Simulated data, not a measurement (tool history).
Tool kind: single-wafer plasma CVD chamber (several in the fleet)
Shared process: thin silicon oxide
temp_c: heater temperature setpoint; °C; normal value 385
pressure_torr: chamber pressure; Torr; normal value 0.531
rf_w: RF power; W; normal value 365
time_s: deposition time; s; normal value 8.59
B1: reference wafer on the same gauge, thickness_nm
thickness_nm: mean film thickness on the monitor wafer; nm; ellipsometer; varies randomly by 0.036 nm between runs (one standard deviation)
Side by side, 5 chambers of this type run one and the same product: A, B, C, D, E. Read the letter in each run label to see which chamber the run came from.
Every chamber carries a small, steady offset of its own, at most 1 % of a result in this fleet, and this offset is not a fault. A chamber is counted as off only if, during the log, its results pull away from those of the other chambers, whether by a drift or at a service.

run 1A hour=5.4 | temp_c=385 pressure_torr=0.531 rf_w=365 time_s=8.59 | B1=8.9058 | thickness_nm=11.117
-- hour=7.5 chamber D: thermocouple changed; heater temperature recalibrated
run 2D hour=10.3 | temp_c=385 pressure_torr=0.531 rf_w=365 time_s=8.59 | B1=8.8929 | thickness_nm=11.11
run 3B hour=16.4 | temp_c=385 pressure_torr=0.531 rf_w=365 time_s=8.59 | B1=8.8992 | thickness_nm=11.162
run 4E hour=22.4 | temp_c=385 pressure_torr=0.531 rf_w=365 time_s=8.59 | B1=8.8979 | thickness_nm=11.164
run 5C hour=26.5 | temp_c=385 pressure_torr=0.531 rf_w=365 time_s=8.59 | B1=8.9028 | thickness_nm=11.197
-- hour=34.3 chamber D: capacitance manometer re-zeroed and calibrated
run 6D hour=34.6 | temp_c=385 pressure_torr=0.531 rf_w=365 time_s=8.59 | B1=8.9052 | thickness_nm=11.205
run 7E hour=39 | temp_c=385 pressure_torr=0.531 rf_w=365 time_s=8.59 | B1=8.8941 | thickness_nm=11.141
run 8A hour=45.3 | temp_c=385 pressure_torr=0.531 rf_w=365 time_s=8.59 | B1=8.904 | thickness_nm=11.119
run 9C hour=50.8 | temp_c=385 pressure_torr=0.531 rf_w=365 time_s=8.59 | B1=8.9027 | thickness_nm=11.224
run 10B hour=58.4 | temp_c=385 pressure_torr=0.531 rf_w=365 time_s=8.59 | B1=8.9012 | thickness_nm=11.11
run 11A hour=65.7 | temp_c=385 pressure_torr=0.531 rf_w=365 time_s=8.59 | B1=8.9001 | thickness_nm=11.166
run 12E hour=72.8 | temp_c=385 pressure_torr=0.531 rf_w=365 time_s=8.59 | B1=8.8984 | thickness_nm=11.081
run 13C hour=77.5 | temp_c=385 pressure_torr=0.531 rf_w=365 time_s=8.59 | B1=8.9046 | thickness_nm=11.288
run 14D hour=83.8 | temp_c=385 pressure_torr=0.531 rf_w=365 time_s=8.59 | B1=8.9017 | thickness_nm=11.09
run 15B hour=90.5 | temp_c=385 pressure_torr=0.531 rf_w=365 time_s=8.59 | B1=8.8951 | thickness_nm=11.156
run 16C hour=99 | temp_c=385 pressure_torr=0.531 rf_w=365 time_s=8.59 | B1=8.9004 | thickness_nm=11.209
run 17A hour=104 | temp_c=385 pressure_torr=0.531 rf_w=365 time_s=8.59 | B1=8.9101 | thickness_nm=11.143
-- hour=104.6 chamber C: capacitance manometer re-zeroed and calibrated
run 18D hour=110.6 | temp_c=385 pressure_torr=0.531 rf_w=365 time_s=8.59 | B1=8.8982 | thickness_nm=11.186
run 19B hour=118.7 | temp_c=385 pressure_torr=0.531 rf_w=365 time_s=8.59 | B1=8.8942 | thickness_nm=11.151
run 20E hour=124.9 | temp_c=385 pressure_torr=0.531 rf_w=365 time_s=8.59 | B1=8.8929 | thickness_nm=11.079
run 21C hour=130 | temp_c=385 pressure_torr=0.531 rf_w=365 time_s=8.59 | B1=8.8926 | thickness_nm=11.388
run 22D hour=137.9 | temp_c=385 pressure_torr=0.531 rf_w=365 time_s=8.59 | B1=8.8988 | thickness_nm=11.172
run 23E hour=142.3 | temp_c=375 pressure_torr=0.531 rf_w=365 time_s=7.24 | B1=8.8919 | thickness_nm=9.4188
run 24A hour=147.8 | temp_c=375 pressure_torr=0.531 rf_w=365 time_s=7.24 | B1=8.906 | thickness_nm=9.5001
run 25B hour=156.3 | temp_c=375 pressure_torr=0.531 rf_w=365 time_s=7.24 | B1=8.8999 | thickness_nm=9.4483
run 26C hour=162.6 | temp_c=375 pressure_torr=0.531 rf_w=365 time_s=7.24 | B1=8.8995 | thickness_nm=9.747
run 27D hour=167 | temp_c=375 pressure_torr=0.531 rf_w=365 time_s=7.24 | B1=8.8923 | thickness_nm=9.4473
run 28B hour=173.2 | temp_c=385 pressure_torr=0.531 rf_w=365 time_s=8.59 | B1=8.8949 | thickness_nm=11.175
run 29A hour=177.7 | temp_c=385 pressure_torr=0.531 rf_w=365 time_s=8.59 | B1=8.899 | thickness_nm=11.189
run 30E hour=183.8 | temp_c=390 pressure_torr=0.531 rf_w=365 time_s=7.54 | B1=8.9017 | thickness_nm=9.7127

Each of the 5 chambers runs these same settings next. Fill in every chamber's results:
run 31A hour=190.3 | temp_c=385 pressure_torr=0.531 rf_w=405 time_s=8.59 | thickness_nm=?
run 31B hour=190.3 | temp_c=385 pressure_torr=0.531 rf_w=405 time_s=8.59 | thickness_nm=?
run 31C hour=190.3 | temp_c=385 pressure_torr=0.531 rf_w=405 time_s=8.59 | thickness_nm=?
run 31D hour=190.3 | temp_c=385 pressure_torr=0.531 rf_w=405 time_s=8.59 | thickness_nm=?
run 31E hour=190.3 | temp_c=385 pressure_torr=0.531 rf_w=405 time_s=8.59 | thickness_nm=?

run=31A thickness_nm=11.539
run=31B thickness_nm=11.566
run=31C thickness_nm=11.857
run=31D thickness_nm=11.639
run=31E thickness_nm=11.519
